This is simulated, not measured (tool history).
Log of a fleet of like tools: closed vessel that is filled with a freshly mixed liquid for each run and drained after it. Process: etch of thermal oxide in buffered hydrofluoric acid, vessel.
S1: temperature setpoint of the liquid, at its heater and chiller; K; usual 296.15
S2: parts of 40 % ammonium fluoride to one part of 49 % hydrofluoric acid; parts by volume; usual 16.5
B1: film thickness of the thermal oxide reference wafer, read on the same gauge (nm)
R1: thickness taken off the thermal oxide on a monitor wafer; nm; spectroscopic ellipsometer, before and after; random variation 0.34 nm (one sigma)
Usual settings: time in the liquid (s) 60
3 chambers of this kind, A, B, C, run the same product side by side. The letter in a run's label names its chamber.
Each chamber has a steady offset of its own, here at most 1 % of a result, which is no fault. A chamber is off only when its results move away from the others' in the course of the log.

Run 1A, hour 5.1: usual settings; B1 130.01. Result: R1 37.511 nm.
Run 2B, hour 14.4: usual settings; B1 130.01. Result: R1 38.008 nm.
Run 3C, hour 22.6: usual settings; B1 129.98. Result: R1 38.05 nm.
Run 4C, hour 30.9: usual settings; B1 130.02. Result: R1 37.745 nm.
Run 5B, hour 39.3: usual settings; B1 129.99. Result: R1 38.388 nm.
Run 6A, hour 45.2: usual settings; B1 129.97. Result: R1 37.827 nm.
Run 7C, hour 51.2: usual settings; B1 130. Result: R1 37.928 nm.
Run 8A, hour 56.2: usual settings; B1 129.98. Result: R1 37.65 nm.
Run 9B, hour 63.5: usual settings; B1 130.03. Result: R1 37.748 nm.
Run 10B, hour 72.5: usual settings; B1 130.01. Result: R1 37.668 nm.
Run 11C, hour 80.9: usual settings; B1 129.96. Result: R1 37.702 nm.
Run 12A, hour 89.5: usual settings; B1 130. Result: R1 37.459 nm.
Run 13C, hour 96.3: usual settings; B1 130. Result: R1 37.319 nm.
Run 14B, hour 103: usual settings; B1 129.99. Result: R1 37.35 nm.
Run 15A, hour 108.5: usual settings; B1 130.02. Result: R1 38.546 nm.
Run 16A, hour 112.8: usual settings; B1 130.01. Result: R1 38.193 nm.
At hour 114.3: chamber C: thermometer replaced.
Run 17B, hour 117.9: usual settings; B1 129.98. Result: R1 37.062 nm.
Run 18C, hour 122.9: usual settings; B1 129.96. Result: R1 37.347 nm.
At hour 127.6: chamber B: hydrofluoric acid flow meter replaced.
Run 19B, hour 131.6: usual settings; B1 130. Result: R1 36.357 nm.
Run 20A, hour 137.6: usual settings; B1 129.99. Result: R1 37.632 nm.
At hour 141.9: chamber A: hydrofluoric acid flow meter replaced.
Run 21C, hour 144.9: usual settings; B1 130.01. Result: R1 37.92 nm.
Run 22A, hour 150.3: usual settings; B1 129.96. Result: R1 38.053 nm.
Run 23C, hour 154.8: usual settings; B1 130.01. Result: R1 37.495 nm.
Run 24B, hour 163.4: usual settings; B1 130. Result: R1 36.401 nm.
Run 25A, hour 171.6: usual settings; B1 130.02. Result: R1 38.616 nm.
Run 26B, hour 179.3: usual settings; B1 130.03. Result: R1 35.805 nm.
Run 27C, hour 183.7: usual settings; B1 130.01. Result: R1 37.742 nm.
Run 28A, hour 190.1: usual settings; B1 129.99. Result: R1 38.059 nm.
Run 29C, hour 196.9: usual settings; B1 130.01. Result: R1 37.538 nm.
Run 30B, hour 204: usual settings; B1 129.99. Result: R1 36.061 nm.
Run 31A, hour 209.5: usual settings; B1 130.02. Result: R1 38.083 nm.
Run 32C, hour 215.8: usual settings; B1 130.02. Result: R1 37.67 nm.
Run 33B, hour 225.1: usual settings but S1 293.65 K, time in the liquid (s) 35; B1 129.99. Result: R1 18.067 nm.
Run 34B, hour 231.5: usual settings but S1 293.65 K, time in the liquid (s) 35; B1 129.96. Result: R1 18.088 nm.
Run 35C, hour 239.1: usual settings but S1 293.65 K, time in the liquid (s) 35; B1 130. Result: R1 19.098 nm.
Run 36A, hour 243.6: usual settings; B1 129.99. Result: R1 38.231 nm.
Run 37B, hour 252.4: usual settings; B1 130. Result: R1 35.062 nm.
Run 38A, hour 259.5: usual settings; B1 129.98. Result: R1 37.917 nm.

Next, every chamber runs the same settings. What will each give?
Run 39A, hour 266.2: usual settings but S2 19.5 parts by volume. Result: R1 ?.
Run 39B, hour 266.2: usual settings but S2 19.5 parts by volume. Result: R1 ?.
Run 39C, hour 266.2: usual settings but S2 19.5 parts by volume. Result: R1 ?.

run      R1
39A  32.863
39B  29.443
39C  31.667

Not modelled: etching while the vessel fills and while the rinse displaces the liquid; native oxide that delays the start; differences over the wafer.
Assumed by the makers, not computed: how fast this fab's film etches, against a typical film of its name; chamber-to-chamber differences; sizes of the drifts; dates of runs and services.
